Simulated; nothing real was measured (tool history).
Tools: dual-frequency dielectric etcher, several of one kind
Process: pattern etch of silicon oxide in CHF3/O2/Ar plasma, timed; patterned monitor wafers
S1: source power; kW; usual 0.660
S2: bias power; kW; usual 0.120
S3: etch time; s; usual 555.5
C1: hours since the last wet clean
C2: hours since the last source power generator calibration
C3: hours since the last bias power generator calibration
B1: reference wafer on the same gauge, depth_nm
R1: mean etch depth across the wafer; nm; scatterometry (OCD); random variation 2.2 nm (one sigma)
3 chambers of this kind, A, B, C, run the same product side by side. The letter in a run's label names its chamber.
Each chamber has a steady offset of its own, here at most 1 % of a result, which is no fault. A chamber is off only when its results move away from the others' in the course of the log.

{"run": "1C", "hour": 2.6, "S1": 0.66, "S2": 0.12, "S3": 555.5, "C1": 23.7, "C2": 1497.3, "C3": 35.8, "B1": 999.86, "R1": 1004.8}
{"run": "2B", "hour": 5.6, "S1": 0.66, "S2": 0.12, "S3": 555.5, "C1": 122.3, "C2": 3439.9, "C3": 2630.0, "B1": 999.79, "R1": 998.33}
{"run": "3A", "hour": 9.7, "S1": 0.66, "S2": 0.12, "S3": 555.5, "C1": 499.6, "C2": 2493.1, "C3": 665.3, "B1": 1000.8, "R1": 987.48}
{"run": "4A", "hour": 12.5, "S1": 0.66, "S2": 0.12, "S3": 555.5, "C1": 502.4, "C2": 2495.9, "C3": 668.1, "B1": 1000.2, "R1": 997.83}
{"run": "5C", "hour": 17.2, "S1": 0.66, "S2": 0.12, "S3": 555.5, "C1": 38.3, "C2": 1511.9, "C3": 50.4, "B1": 999.67, "R1": 1004.3}
{"run": "6B", "hour": 22.4, "S1": 0.66, "S2": 0.12, "S3": 555.5, "C1": 139.1, "C2": 3456.7, "C3": 2646.8, "B1": 1000.3, "R1": 992.11}
{"run": "7B", "hour": 27.7, "S1": 0.66, "S2": 0.12, "S3": 555.5, "C1": 144.4, "C2": 3462.0, "C3": 2652.1, "B1": 1000.3, "R1": 994.62}
{"run": "8C", "hour": 31.5, "S1": 0.66, "S2": 0.12, "S3": 555.5, "C1": 52.6, "C2": 1526.2, "C3": 64.7, "B1": 999.95, "R1": 997.8}
{"run": "9A", "hour": 34.3, "S1": 0.66, "S2": 0.12, "S3": 555.5, "C1": 524.2, "C2": 2517.7, "C3": 689.9, "B1": 1000.5, "R1": 993.34}
{"run": "10A", "hour": 37.5, "S1": 0.66, "S2": 0.12, "S3": 555.5, "C1": 527.4, "C2": 2520.9, "C3": 693.1, "B1": 999.65, "R1": 987.81}
{"run": "11C", "hour": 41.9, "S1": 0.66, "S2": 0.12, "S3": 555.5, "C1": 63.0, "C2": 1536.6, "C3": 75.1, "B1": 1000.2, "R1": 1001.5}
{"run": "12B", "hour": 47.2, "S1": 0.66, "S2": 0.134, "S3": 605.5, "C1": 163.9, "C2": 3481.5, "C3": 2671.6, "B1": 999.52, "R1": 1124.8}
{"run": "13C", "hour": 51.3, "S1": 0.66, "S2": 0.134, "S3": 605.5, "C1": 72.4, "C2": 1546.0, "C3": 84.5, "B1": 999.95, "R1": 1130.5}
{"run": "14B", "hour": 55.4, "S1": 0.66, "S2": 0.134, "S3": 605.5, "C1": 172.1, "C2": 3489.7, "C3": 2679.8, "B1": 999.91, "R1": 1121.6}
{"run": "15A", "hour": 59.0, "S1": 0.66, "S2": 0.12, "S3": 555.5, "C1": 548.9, "C2": 2542.4, "C3": 714.6, "B1": 999.95, "R1": 991.0}
{"run": "16B", "hour": 61.6, "S1": 0.51, "S2": 0.12, "S3": 555.5, "C1": 178.3, "C2": 3495.9, "C3": 2686.0, "B1": 999.99, "R1": 899.08}
{"run": "17A", "hour": 67.3, "S1": 0.51, "S2": 0.12, "S3": 555.5, "C1": 557.2, "C2": 2550.7, "C3": 722.9, "B1": 1000.2, "R1": 898.6}
{"run": "18C", "hour": 71.6, "S1": 0.51, "S2": 0.12, "S3": 555.5, "C1": 92.7, "C2": 1566.3, "C3": 104.8, "B1": 999.49, "R1": 906.78}
{"run": "19B", "hour": 74.2, "S1": 0.66, "S2": 0.12, "S3": 555.5, "C1": 190.9, "C2": 3508.5, "C3": 2698.6, "B1": 1000.1, "R1": 997.53}
{"hour": 77.0, "done": "chamber A: source power generator calibrated"}
{"run": "20A", "hour": 77.0, "S1": 0.66, "S2": 0.12, "S3": 555.5, "C1": 566.9, "C2": 0.0, "C3": 732.6, "B1": 1000.3, "R1": 994.43}
{"run": "21C", "hour": 82.2, "S1": 0.66, "S2": 0.12, "S3": 555.5, "C1": 103.3, "C2": 1576.9, "C3": 115.4, "B1": 1000.0, "R1": 1001.7}
{"run": "22B", "hour": 85.4, "S1": 0.66, "S2": 0.12, "S3": 555.5, "C1": 202.1, "C2": 3519.7, "C3": 2709.8, "B1": 1000.4, "R1": 1000.1}
{"run": "23C", "hour": 90.5, "S1": 0.54, "S2": 0.12, "S3": 555.5, "C1": 111.6, "C2": 1585.2, "C3": 123.7, "B1": 1000.2, "R1": 928.83}
{"run": "24A", "hour": 93.7, "S1": 0.54, "S2": 0.12, "S3": 555.5, "C1": 583.6, "C2": 16.7, "C3": 749.3, "B1": 1000.3, "R1": 915.12}
{"hour": 95.6, "done": "chamber A: wet clean of the chamber"}
{"run": "25C", "hour": 96.4, "S1": 0.54, "S2": 0.12, "S3": 555.5, "C1": 117.5, "C2": 1591.1, "C3": 129.6, "B1": 999.83, "R1": 925.79}
{"run": "26B", "hour": 100.1, "S1": 0.66, "S2": 0.12, "S3": 555.5, "C1": 216.8, "C2": 3534.4, "C3": 2724.5, "B1": 1000.3, "R1": 994.21}
{"run": "27A", "hour": 105.8, "S1": 0.66, "S2": 0.12, "S3": 555.5, "C1": 10.2, "C2": 28.8, "C3": 761.4, "B1": 1000.2, "R1": 991.29}
{"run": "28A", "hour": 110.2, "S1": 0.66, "S2": 0.12, "S3": 555.5, "C1": 14.6, "C2": 33.2, "C3": 765.8, "B1": 1000.2, "R1": 990.07}
{"run": "29B", "hour": 115.3, "S1": 0.66, "S2": 0.12, "S3": 555.5, "C1": 232.0, "C2": 3549.6, "C3": 2739.7, "B1": 999.57, "R1": 995.77}
{"run": "30C", "hour": 118.2, "S1": 0.66, "S2": 0.12, "S3": 555.5, "C1": 139.3, "C2": 1612.9, "C3": 151.4, "B1": 999.99, "R1": 1004.4}
{"run": "31A", "hour": 123.1, "S1": 0.66, "S2": 0.12, "S3": 555.5, "C1": 27.5, "C2": 46.1, "C3": 778.7, "B1": 999.92, "R1": 993.59}
{"run": "32C", "hour": 125.9, "S1": 0.66, "S2": 0.12, "S3": 555.5, "C1": 147.0, "C2": 1620.6, "C3": 159.1, "B1": 999.85, "R1": 999.33}
{"run": "33B", "hour": 131.3, "S1": 0.66, "S2": 0.12, "S3": 555.5, "C1": 248.0, "C2": 3565.6, "C3": 2755.7, "B1": 999.96, "R1": 996.24}
{"run": "34B", "hour": 135.9, "S1": 0.66, "S2": 0.12, "S3": 555.5, "C1": 252.6, "C2": 3570.2, "C3": 2760.3, "B1": 999.97, "R1": 995.31}
{"run": "35A", "hour": 140.7, "S1": 0.66, "S2": 0.092, "S3": 653.5, "C1": 45.1, "C2": 63.7, "C3": 796.3, "B1": 1000.0, "R1": 1079.4}
{"run": "36C", "hour": 146.3, "S1": 0.66, "S2": 0.092, "S3": 653.5, "C1": 167.4, "C2": 1641.0, "C3": 179.5, "B1": 999.88, "R1": 1088.4}
{"run": "37C", "hour": 151.6, "S1": 0.66, "S2": 0.092, "S3": 653.5, "C1": 172.7, "C2": 1646.3, "C3": 184.8, "B1": 999.62, "R1": 1083.2}
{"run": "38A", "hour": 155.1, "S1": 0.66, "S2": 0.12, "S3": 555.5, "C1": 59.5, "C2": 78.1, "C3": 810.7, "B1": 1000.3, "R1": 993.87}
{"run": "39B", "hour": 157.8, "S1": 0.66, "S2": 0.12, "S3": 555.5, "C1": 274.5, "C2": 3592.1, "C3": 2782.2, "B1": 1000.3, "R1": 998.1}
{"run": "40C", "hour": 162.8, "S1": 0.66, "S2": 0.12, "S3": 555.5, "C1": 183.9, "C2": 1657.5, "C3": 196.0, "B1": 1000.2, "R1": 1003.9}

Next, every chamber runs the same settings. What will each give?
{"run": "41A", "hour": 167.0, "S1": 0.66, "S2": 0.12, "S3": 555.5, "R1": "?"}
{"run": "41B", "hour": 167.0, "S1": 0.66, "S2": 0.12, "S3": 555.5, "R1": "?"}
{"run": "41C", "hour": 167.0, "S1": 0.66, "S2": 0.12, "S3": 555.5, "R1": "?"}

run=41A R1=989.44
run=41B R1=995.40
run=41C R1=996.59
